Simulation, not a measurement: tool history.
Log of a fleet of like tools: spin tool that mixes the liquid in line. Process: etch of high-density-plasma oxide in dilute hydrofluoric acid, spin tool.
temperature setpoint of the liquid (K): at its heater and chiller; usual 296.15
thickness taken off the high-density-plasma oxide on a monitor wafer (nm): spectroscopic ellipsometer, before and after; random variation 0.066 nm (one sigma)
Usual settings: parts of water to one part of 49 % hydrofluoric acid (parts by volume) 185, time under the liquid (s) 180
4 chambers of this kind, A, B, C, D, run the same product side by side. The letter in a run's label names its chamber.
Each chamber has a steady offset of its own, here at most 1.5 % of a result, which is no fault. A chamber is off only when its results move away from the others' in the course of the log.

run     day  temperature setpoint of the liquid (K)  parts of water to one part of 49 % hydrofluoric acid (parts by volume)  time under the liquid (s)  read-back film thickness of the high-density-plasma oxide reference wafer, read on the same gauge (nm)  thickness taken off the high-density-plasma oxide on a monitor wafer (nm)
 1C   0.242                                  296.15                                                                     185                        180                                                                                                  69.982                                                                     9.0089
 2D   0.767                                  296.15                                                                     185                        180                                                                                                  70.058                                                                     8.9115
 3A   1.208                                  296.15                                                                     185                        180                                                                                                  69.972                                                                     9.0846
 4B   1.571                                  296.15                                                                     185                        180                                                                                                  70.042                                                                     9.0329
 5A   2.071                                  296.15                                                                     130                        180                                                                                                  70.022                                                                    13.3070
 6D   2.383                                  296.15                                                                     130                        180                                                                                                  69.996                                                                    13.1170
 7C   2.638                                  296.15                                                                     130                        180                                                                                                  69.988                                                                    13.4840
 8B   2.925                                  296.15                                                                     130                        180                                                                                                  70.004                                                                    13.5710
 9C   3.233                                  296.15                                                                     185                        180                                                                                                  69.986                                                                     8.9221
10D   3.746                                  296.15                                                                     185                        180                                                                                                  70.016                                                                     8.7915
11A   4.200                                  296.15                                                                     185                        180                                                                                                  70.025                                                                     9.1014
12B   4.479                                  296.15                                                                     185                        180                                                                                                  70.003                                                                     8.9398
13C   4.758                                  293.65                                                                     185                        180                                                                                                  69.988                                                                     8.1604
14B   5.096                                  293.65                                                                     185                        180                                                                                                  69.999                                                                     8.2315
15D   5.400                                  293.65                                                                     185                        180                                                                                                  69.999                                                                     7.9730
16A   5.642                                  293.65                                                                     185                        180                                                                                                  69.986                                                                     8.1426
17D   5.938                                  296.15                                                                     185                        180                                                                                                  69.967                                                                     8.6771
18B   6.342                                  296.15                                                                     185                        180                                                                                                  69.978                                                                     9.0814
19A   6.858                                  296.15                                                                     185                        130                                                                                                  69.984                                                                     6.5188
20C   7.112                                  296.15                                                                     185                        130                                                                                                  70.013                                                                     6.4889
      7.271  -- chamber A: thermometer replaced
21A   7.471                                  296.15                                                                     185                        130                                                                                                  69.977                                                                     6.5039
22D   7.962                                  296.15                                                                     185                        130                                                                                                  69.968                                                                     6.2412
23C   8.217                                  296.15                                                                     185                        180                                                                                                  70.029                                                                     8.8007
24B   8.600                                  296.15                                                                     185                        180                                                                                                  70.014                                                                     9.0519
25A   8.996                                  296.15                                                                     185                        180                                                                                                  69.974                                                                     8.8745
26D   9.508                                  296.15                                                                     185                        180                                                                                                  70.014                                                                     8.3803
27B   9.850                                  296.15                                                                     185                        180                                                                                                  70.012                                                                     9.0047
28C  10.350                                  296.15                                                                     185                        180                                                                                                  69.966                                                                     8.8694
29D  10.729                                  296.15                                                                     120                        120                                                                                                  69.996                                                                     9.2437
30C  11.200                                  296.15                                                                     120                        120                                                                                                  70.023                                                                     9.7711
31A  11.592                                  296.15                                                                     120                        120                                                                                                  70.041                                                                     9.8647
32B  11.883                                  296.15                                                                     120                        120                                                                                                  69.971                                                                     9.8974

Is one chamber off against the others, does the gauge drift, or is nothing wrong? If a chamber is off, say which, and what the likeliest cause is.

Chamber D drifts away from the others.
Cause: liquid colder than its thermometer reads (K) = 1.8.
The log may not tell that from: hydrofluoric acid flow below the setpoint (%).

Here are 4 candidates for chamber D's next run, each the usual settings with a change, their results left as question marks. Which one brings its results back in line with what the others give on the usual settings?
In line means no further than this from the other chambers' mean on the usual settings: thickness taken off the high-density-plasma oxide on a monitor wafer (nm) 0.2300
33D-1  12.267                                  298.15                                                                     185                        180                                                                                                                                                                                  ?
33D-2  12.267                                  294.15                                                                     185                        180                                                                                                                                                                                  ?
33D-3  12.267                                  296.15                                                                     175                        195                                                                                                                                                                                  ?
33D-4  12.267                                  292.65                                                                     185                        180                                                                                                                                                                                  ?

The other chambers' mean on the usual settings: thickness taken off the high-density-plasma oxide on a monitor wafer (nm) 8.9670
  run  thickness taken off the high-density-plasma oxide on a monitor wafer (nm)
33D-1                                                                     8.9027
33D-2                                                                     7.6506
33D-3                                                                     9.5585
33D-4                                                                     7.2152
33D-1 brings the chamber back in line.
